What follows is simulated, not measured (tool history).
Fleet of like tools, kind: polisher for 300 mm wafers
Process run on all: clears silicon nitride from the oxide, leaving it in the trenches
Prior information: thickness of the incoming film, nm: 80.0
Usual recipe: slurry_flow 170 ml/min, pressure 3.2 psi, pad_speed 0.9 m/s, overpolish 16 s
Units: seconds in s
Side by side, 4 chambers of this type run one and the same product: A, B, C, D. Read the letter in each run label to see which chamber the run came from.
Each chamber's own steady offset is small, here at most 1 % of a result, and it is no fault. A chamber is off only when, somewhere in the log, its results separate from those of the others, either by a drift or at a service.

At hour 1.8: chamber C: worn pad replaced by a new one.
At hour 2.3: chamber A: slurry nozzle cleaned.
Run 1A, hour 4.7: usual settings. Result: seconds 101.66 s.
At hour 8.4: chamber A: worn pad replaced by a new one.
Run 2C, hour 8.9: usual settings. Result: seconds 103.19 s.
Run 3D, hour 12.2: usual settings. Result: seconds 101.97 s.
Run 4B, hour 15.3: usual settings. Result: seconds 102.21 s.
Run 5D, hour 18.9: usual settings. Result: seconds 100.84 s.
Run 6C, hour 21.4: usual settings. Result: seconds 101.33 s.
At hour 23.8: chamber A: head pressure recalibrated.
Run 7B, hour 24.6: usual settings. Result: seconds 101.62 s.
Run 8A, hour 28.7: usual settings. Result: seconds 101.75 s.
Run 9A, hour 31: usual settings. Result: seconds 101.76 s.
Run 10C, hour 35.8: usual settings. Result: seconds 99.138 s.
Run 11B, hour 39.5: usual settings. Result: seconds 101.55 s.
Run 12D, hour 44.4: usual settings. Result: seconds 103.25 s.
Run 13B, hour 47.1: usual settings. Result: seconds 100.09 s.
Run 14A, hour 49.4: usual settings. Result: seconds 100.31 s.
At hour 49.9: chamber B: worn pad replaced by a new one.
Run 15D, hour 51.9: usual settings. Result: seconds 103.43 s.
Run 16C, hour 55.1: usual settings. Result: seconds 99.469 s.
Run 17A, hour 58.2: usual settings. Result: seconds 101.47 s.
Run 18D, hour 62.7: usual settings. Result: seconds 105.07 s.
Run 19C, hour 66.2: usual settings. Result: seconds 97.946 s.
Run 20B, hour 70.6: usual settings. Result: seconds 100.91 s.
At hour 73.4: chamber D: worn pad replaced by a new one.
At hour 74.8: chamber C: worn pad replaced by a new one.
Run 21A, hour 75.1: usual settings. Result: seconds 98.522 s.
Run 22C, hour 77.9: usual settings. Result: seconds 95.742 s.
Run 23B, hour 82.6: usual settings. Result: seconds 100.96 s.
Run 24D, hour 87.3: usual settings. Result: seconds 101.39 s.
Run 25D, hour 90.7: usual settings. Result: seconds 102.6 s.
Run 26C, hour 95.4: usual settings but pad_speed 0.68 m/s, overpolish 25 s. Result: seconds 123.03 s.

Next, all 4 chambers run the settings below, one line each with question marks for the results. What does each chamber give?
Run 27A, hour 99: usual settings. Result: seconds ?.
Run 27B, hour 99: usual settings. Result: seconds ?.
Run 27C, hour 99: usual settings. Result: seconds ?.
Run 27D, hour 99: usual settings. Result: seconds ?.

run  seconds
27A   98.492
27B   101.83
27C   90.668
27D   100.87
